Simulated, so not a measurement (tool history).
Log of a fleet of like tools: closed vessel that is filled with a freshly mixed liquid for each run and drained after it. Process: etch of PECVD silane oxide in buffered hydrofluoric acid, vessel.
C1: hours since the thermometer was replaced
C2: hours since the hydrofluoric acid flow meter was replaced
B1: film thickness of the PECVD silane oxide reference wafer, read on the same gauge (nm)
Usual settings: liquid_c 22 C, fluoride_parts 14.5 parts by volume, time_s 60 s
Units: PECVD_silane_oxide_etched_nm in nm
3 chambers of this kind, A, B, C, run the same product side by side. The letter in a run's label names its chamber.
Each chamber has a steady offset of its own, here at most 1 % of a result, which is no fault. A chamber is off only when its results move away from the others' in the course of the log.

-- hour=3.5 chamber C: thermometer replaced
run 1C hour=5 | liquid_c=22 fluoride_parts=14.5 time_s=60 | C1=1.6 C2=1312.5 | B1=130.01 | PECVD_silane_oxide_etched_nm=77.914
-- hour=7.3 chamber C: hydrofluoric acid flow meter replaced
run 2B hour=13.1 | liquid_c=22 fluoride_parts=14.5 time_s=60 | C1=722.3 C2=1020.1 | B1=129.99 | PECVD_silane_oxide_etched_nm=77.877
run 3A hour=23.1 | liquid_c=22 fluoride_parts=14.5 time_s=60 | C1=626.8 C2=617.7 | B1=130.01 | PECVD_silane_oxide_etched_nm=77.374
run 4B hour=27.5 | liquid_c=22 fluoride_parts=14.5 time_s=60 | C1=736.7 C2=1034.5 | B1=129.99 | PECVD_silane_oxide_etched_nm=76.926
run 5A hour=34.5 | liquid_c=22 fluoride_parts=14.5 time_s=60 | C1=638.2 C2=629.1 | B1=130.01 | PECVD_silane_oxide_etched_nm=77.005
run 6C hour=43 | liquid_c=22 fluoride_parts=14.5 time_s=60 | C1=39.6 C2=35.7 | B1=130.03 | PECVD_silane_oxide_etched_nm=77.832
run 7A hour=53 | liquid_c=22 fluoride_parts=14.5 time_s=60 | C1=656.7 C2=647.6 | B1=130 | PECVD_silane_oxide_etched_nm=77.41
run 8B hour=61.3 | liquid_c=22 fluoride_parts=14.5 time_s=60 | C1=770.5 C2=1068.3 | B1=129.98 | PECVD_silane_oxide_etched_nm=77.114
run 9C hour=69.6 | liquid_c=22 fluoride_parts=14.5 time_s=60 | C1=66.2 C2=62.3 | B1=130 | PECVD_silane_oxide_etched_nm=77.708
run 10B hour=79.7 | liquid_c=22 fluoride_parts=14.5 time_s=60 | C1=788.9 C2=1086.7 | B1=129.96 | PECVD_silane_oxide_etched_nm=77.78
run 11C hour=85.3 | liquid_c=22 fluoride_parts=14.5 time_s=60 | C1=81.9 C2=78 | B1=129.99 | PECVD_silane_oxide_etched_nm=77.532
run 12A hour=91.1 | liquid_c=22 fluoride_parts=14.5 time_s=60 | C1=694.8 C2=685.7 | B1=129.96 | PECVD_silane_oxide_etched_nm=75.829
run 13C hour=101 | liquid_c=22 fluoride_parts=14.5 time_s=60 | C1=97.6 C2=93.7 | B1=130.01 | PECVD_silane_oxide_etched_nm=76.924
run 14A hour=109 | liquid_c=22 fluoride_parts=11.5 time_s=35 | C1=712.7 C2=703.6 | B1=130 | PECVD_silane_oxide_etched_nm=55.577
run 15B hour=119.3 | liquid_c=22 fluoride_parts=11.5 time_s=35 | C1=828.5 C2=1126.3 | B1=130.03 | PECVD_silane_oxide_etched_nm=56.612
run 16A hour=127.5 | liquid_c=22 fluoride_parts=11.5 time_s=35 | C1=731.2 C2=722.1 | B1=130.01 | PECVD_silane_oxide_etched_nm=54.925
run 17C hour=137.6 | liquid_c=22 fluoride_parts=14.5 time_s=60 | C1=134.2 C2=130.3 | B1=129.95 | PECVD_silane_oxide_etched_nm=77.983
run 18B hour=147.8 | liquid_c=22 fluoride_parts=10 time_s=90 | C1=857 C2=1154.8 | B1=129.97 | PECVD_silane_oxide_etched_nm=167.83
run 19C hour=156.4 | liquid_c=22 fluoride_parts=10 time_s=90 | C1=153 C2=149.1 | B1=130 | PECVD_silane_oxide_etched_nm=168.02
run 20A hour=165.7 | liquid_c=22 fluoride_parts=10 time_s=90 | C1=769.4 C2=760.3 | B1=130.01 | PECVD_silane_oxide_etched_nm=159.03
run 21B hour=171.5 | liquid_c=22 fluoride_parts=14.5 time_s=60 | C1=880.7 C2=1178.5 | B1=130 | PECVD_silane_oxide_etched_nm=76.855
run 22C hour=176.8 | liquid_c=22 fluoride_parts=14.5 time_s=60 | C1=173.4 C2=169.5 | B1=130.05 | PECVD_silane_oxide_etched_nm=77.796
run 23B hour=183.3 | liquid_c=22 fluoride_parts=14.5 time_s=60 | C1=892.5 C2=1190.3 | B1=130.03 | PECVD_silane_oxide_etched_nm=77.017
run 24A hour=192.7 | liquid_c=22 fluoride_parts=14.5 time_s=60 | C1=796.4 C2=787.3 | B1=129.98 | PECVD_silane_oxide_etched_nm=73.959
run 25B hour=201.6 | liquid_c=22 fluoride_parts=14.5 time_s=60 | C1=910.8 C2=1208.6 | B1=129.97 | PECVD_silane_oxide_etched_nm=77.038
run 26C hour=209.1 | liquid_c=22 fluoride_parts=14.5 time_s=60 | C1=205.7 C2=201.8 | B1=130.03 | PECVD_silane_oxide_etched_nm=77.537
run 27A hour=215.6 | liquid_c=22 fluoride_parts=14.5 time_s=60 | C1=819.3 C2=810.2 | B1=130 | PECVD_silane_oxide_etched_nm=72.912
run 28C hour=224.4 | liquid_c=22 fluoride_parts=14.5 time_s=60 | C1=221 C2=217.1 | B1=129.91 | PECVD_silane_oxide_etched_nm=77.257
run 29A hour=229.2 | liquid_c=22 fluoride_parts=10 time_s=45 | C1=832.9 C2=823.8 | B1=130.04 | PECVD_silane_oxide_etched_nm=78.437

All 3 chambers run these settings next. Forecast each chamber's results:
run 30A hour=236.6 | liquid_c=22 fluoride_parts=14.5 time_s=60 | PECVD_silane_oxide_etched_nm=?
run 30B hour=236.6 | liquid_c=22 fluoride_parts=14.5 time_s=60 | PECVD_silane_oxide_etched_nm=?
run 30C hour=236.6 | liquid_c=22 fluoride_parts=14.5 time_s=60 | PECVD_silane_oxide_etched_nm=?

run=30A PECVD_silane_oxide_etched_nm=72.282
run=30B PECVD_silane_oxide_etched_nm=77.392
run=30C PECVD_silane_oxide_etched_nm=77.59
